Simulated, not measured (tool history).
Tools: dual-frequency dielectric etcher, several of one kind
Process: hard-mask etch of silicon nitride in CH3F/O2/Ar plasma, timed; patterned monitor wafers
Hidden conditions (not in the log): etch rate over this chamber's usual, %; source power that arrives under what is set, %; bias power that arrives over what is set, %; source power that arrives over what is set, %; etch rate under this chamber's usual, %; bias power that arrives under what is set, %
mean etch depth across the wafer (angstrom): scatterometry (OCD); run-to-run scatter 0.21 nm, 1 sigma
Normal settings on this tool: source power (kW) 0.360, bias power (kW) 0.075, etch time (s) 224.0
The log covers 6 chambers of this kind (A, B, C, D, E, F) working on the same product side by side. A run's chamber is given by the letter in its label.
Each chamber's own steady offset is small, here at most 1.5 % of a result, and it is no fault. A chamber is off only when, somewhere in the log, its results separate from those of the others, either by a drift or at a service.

run,hour,source power (kW),bias power (kW),etch time (s),hours since the last wet clean,hours since the last source power generator calibration,hours since the last bias power generator calibration,"read-back reference wafer on the same gauge, depth_nm",mean etch depth across the wafer (angstrom)
# hour 2.5: chamber C: bias power generator calibrated
1D,8.8,0.360,0.075,224.0,576.9,1387.5,1793.6,165.96,1544.6
2B,19.3,0.360,0.075,224.0,77.2,1942.9,144.1,166.00,1538.3
3E,28.2,0.360,0.075,224.0,369.1,1233.6,3007.0,165.90,1521.1
4F,34.7,0.360,0.075,224.0,57.6,330.5,1894.2,165.94,1513.4
5C,44.4,0.390,0.075,200.5,442.4,2187.9,41.9,165.89,1413.9
# hour 51.8: chamber D: wet clean of the chamber
6A,54.1,0.390,0.075,200.5,104.0,3915.1,2743.6,165.84,1398.6
7D,65.4,0.390,0.075,200.5,13.6,1444.1,1850.2,165.87,1428.9
8A,72.4,0.390,0.075,200.5,122.3,3933.4,2761.9,165.78,1402.6
9B,82.9,0.390,0.075,200.5,140.8,2006.5,207.7,165.83,1412.2
10E,91.8,0.390,0.075,200.5,432.7,1297.2,3070.6,165.81,1404.3
11C,101.9,0.360,0.075,224.0,499.9,2245.4,99.4,165.73,1534.7
# hour 106.9: chamber C: wet clean of the chamber
12F,110.7,0.360,0.075,224.0,133.6,406.5,1970.2,165.71,1513.8
13F,119.6,0.300,0.075,289.5,142.5,415.4,1979.1,165.63,1826.6
14D,130.5,0.300,0.075,289.5,78.7,1509.2,1915.3,165.65,1858.4
15A,141.8,0.300,0.075,289.5,191.7,4002.8,2831.3,165.63,1828.1
16E,150.0,0.300,0.075,289.5,490.9,1355.4,3128.8,165.58,1839.4
17C,160.4,0.300,0.075,289.5,53.6,2303.9,157.9,165.54,1850.6
18B,168.8,0.300,0.075,289.5,226.7,2092.4,293.6,165.50,1845.9
19C,175.9,0.360,0.075,224.0,69.1,2319.4,173.4,165.50,1528.6
20E,185.1,0.360,0.075,224.0,526.0,1390.5,3163.9,165.51,1518.1
21A,190.5,0.360,0.075,224.0,240.4,4051.5,2880.0,165.51,1515.3
22B,196.5,0.360,0.075,224.0,254.4,2120.1,321.3,165.41,1532.3
23F,206.6,0.360,0.075,224.0,229.5,502.4,2066.1,165.36,1509.6
24D,215.3,0.410,0.091,224.0,163.5,1594.0,2000.1,165.36,1729.1
25A,220.7,0.410,0.091,224.0,270.6,4081.7,2910.2,165.33,1704.8
# hour 225.2: chamber E: bias power generator calibrated
26B,231.7,0.410,0.091,224.0,289.6,2155.3,356.5,165.38,1723.3
27D,239.7,0.410,0.091,224.0,187.9,1618.4,2024.5,165.32,1732.4
28E,249.1,0.410,0.091,224.0,590.0,1454.5,23.9,165.40,1702.2
29C,259.0,0.410,0.091,224.0,152.2,2402.5,256.5,165.28,1719.8
30F,264.6,0.360,0.075,224.0,287.5,560.4,2124.1,165.25,1508.4
31A,269.8,0.360,0.075,224.0,319.7,4130.8,2959.3,165.28,1510.1
32E,279.9,0.360,0.075,224.0,620.8,1485.3,54.7,165.21,1514.3
33D,286.6,0.360,0.075,273.5,234.8,1665.3,2071.4,165.26,1879.8
34F,292.1,0.360,0.075,273.5,315.0,587.9,2151.6,165.12,1842.9
35B,302.0,0.360,0.075,273.5,359.9,2225.6,426.8,165.13,1859.9
36C,309.3,0.360,0.075,273.5,202.5,2452.8,306.8,165.11,1865.0
37D,317.0,0.360,0.075,273.5,265.2,1695.7,2101.8,165.15,1880.1
38B,326.0,0.360,0.075,273.5,383.9,2249.6,450.8,165.05,1864.5

Next, every chamber runs the same settings. What will each give?
39A,334.1,0.360,0.075,224.0,,,,,?
39B,334.1,0.360,0.075,224.0,,,,,?
39C,334.1,0.360,0.075,224.0,,,,,?
39D,334.1,0.360,0.075,224.0,,,,,?
39E,334.1,0.360,0.075,224.0,,,,,?
39F,334.1,0.360,0.075,224.0,,,,,?

run,mean etch depth across the wafer (angstrom)
39A,1513.4
39B,1526.2
39C,1528.1
39D,1535.0
39E,1515.6
39F,1505.7

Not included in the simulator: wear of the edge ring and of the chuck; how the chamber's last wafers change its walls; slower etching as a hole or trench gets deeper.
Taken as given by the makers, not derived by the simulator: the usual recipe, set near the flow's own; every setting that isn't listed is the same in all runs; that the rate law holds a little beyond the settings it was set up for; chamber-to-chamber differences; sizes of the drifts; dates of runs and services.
